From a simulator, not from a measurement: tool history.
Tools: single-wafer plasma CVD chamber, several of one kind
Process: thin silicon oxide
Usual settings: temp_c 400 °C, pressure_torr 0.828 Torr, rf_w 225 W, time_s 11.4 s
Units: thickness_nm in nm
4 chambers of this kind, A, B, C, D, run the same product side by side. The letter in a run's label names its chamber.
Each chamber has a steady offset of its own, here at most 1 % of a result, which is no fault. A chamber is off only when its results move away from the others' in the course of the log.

run   hour  temp_c  pressure_torr  rf_w  time_s  hours since the last thermocouple change  hours since the last RF generator calibration  hours since the last manometer calibration  read-back reference wafer on the same gauge, thickness_nm  thickness_nm
 1D    7.1     400          0.828   225    11.4                                    1028.3                                          754.9                                      1576.2                                                     17.485         19.09
 2C     11     400          0.828   225    11.4                                    1978.9                                          793.7                                      1817.6                                                     17.497        19.141
 3B     15     400          0.828   225    11.4                                    1119.2                                            381                                       256.6                                                     17.502        18.856
 4A   19.1     400          0.828   225    11.4                                     202.6                                         1085.1                                      1653.8                                                     17.499        19.181
 5A   26.9     400          0.828   225    11.4                                     210.4                                         1092.9                                      1661.6                                                     17.495        19.107
 6C   32.5     400          0.828   225    11.4                                    2000.4                                          815.2                                      1839.1                                                     17.503        19.199
 7D   38.4     400          0.828   225    11.4                                    1059.6                                          786.2                                      1607.5                                                     17.504        19.131
 8B   46.4     400          0.828   225    11.4                                    1150.6                                          412.4                                         288                                                      17.49        18.911
 9B   53.5     400          0.828   225    11.4                                    1157.7                                          419.5                                       295.1                                                       17.5        18.848
10D   57.8     400          0.828   225    11.4                                      1079                                          805.6                                      1626.9                                                     17.505        19.004
11A     64     400          0.828   225    11.4                                     247.5                                           1130                                      1698.7                                                     17.498        19.196
12C   68.9     400          0.828   225    11.4                                    2036.8                                          851.6                                      1875.5                                                     17.507        19.247
13A   73.6     400          0.828   225    11.4                                     257.1                                         1139.6                                      1708.3                                                     17.501        19.225
14B   82.1     400          0.828   225    11.4                                    1186.3                                          448.1                                       323.7                                                     17.506          18.9
15C     86     400          0.828   225    11.4                                    2053.9                                          868.7                                      1892.6                                                     17.507        19.236
16D   94.4     400          0.828   225    11.4                                    1115.6                                          842.2                                      1663.5                                                     17.497        19.067
17B   98.9     400          0.828   225    11.4                                    1203.1                                          464.9                                       340.5                                                     17.503        18.879
18D  104.2     400          0.828   225    11.4                                    1125.4                                            852                                      1673.3                                                     17.502        19.062
19C  110.9     400          0.828   225    11.4                                    2078.8                                          893.6                                      1917.5                                                     17.517        19.245
20A  115.6     400          0.828   225    11.4                                     299.1                                         1181.6                                      1750.3                                                     17.503        19.134
21C  119.8     408          0.828   225    11.4                                    2087.7                                          902.5                                      1926.4                                                     17.502        19.078
22B  126.7     408          0.828   225    11.4                                    1230.9                                          492.7                                       368.3                                                       17.5        18.794
23D  133.6     408          0.828   225    11.4                                    1154.8                                          881.4                                      1702.7                                                     17.498        19.056
24A    142     408          0.828   225    11.4                                     325.5                                           1208                                      1776.7                                                     17.498        19.116
25A  149.9     400          0.828   225    11.4                                     333.4                                         1215.9                                      1784.6                                                     17.507        19.119
26D  157.2     400          0.828   225    11.4                                    1178.4                                            905                                      1726.3                                                       17.5         19.06
27C    162     400          0.828   225    11.4                                    2129.9                                          944.7                                      1968.6                                                     17.501        19.322
     167.3  -- chamber C: thermocouple changed; heater temperature recalibrated
28B  168.1     407          0.828   225    11.4                                    1272.3                                          534.1                                       409.7                                                     17.493        18.795
29C  176.3     407          0.828   225    11.4                                       9.1                                            959                                      1982.9                                                     17.501        19.144
30D    181     407          0.828   225    11.4                                    1202.2                                          928.8                                      1750.1                                                     17.495        18.951
31A  186.8     407          0.828   225    11.4                                     370.3                                         1252.8                                      1821.5                                                     17.497        19.095
32B    191     400          0.828   225    11.4                                    1295.2                                            557                                       432.6                                                     17.497        18.841
33D  197.7     414          0.828   225    11.4                                    1218.9                                          945.5                                      1766.8                                                     17.501        18.905
34C  204.9     414          0.828   225    11.4                                      37.7                                          987.6                                      2011.5                                                       17.5         19.02
     209.3  -- chamber C: RF generator calibrated
35A  213.1     414          0.828   225    11.4                                     396.6                                         1279.1                                      1847.8                                                     17.489        19.023
36B  221.9     414          0.828   225    11.4                                    1326.1                                          587.9                                       463.5                                                       17.5        18.647
37A    227     400          0.925   225    11.4                                     410.5                                           1293                                      1861.7                                                     17.489        21.101
38B    234     400          0.925   225    11.4                                    1338.2                                            600                                       475.6                                                     17.492        20.793
39C  242.1     400          0.925   225    11.4                                      74.9                                           32.9                                      2048.7                                                     17.493        21.135

Is one chamber off against the others, does the gauge drift, or is nothing wrong? If a chamber is off, say which, and what the likeliest cause is.

No chamber stands off beyond its own small offset, and the gauge holds steady.
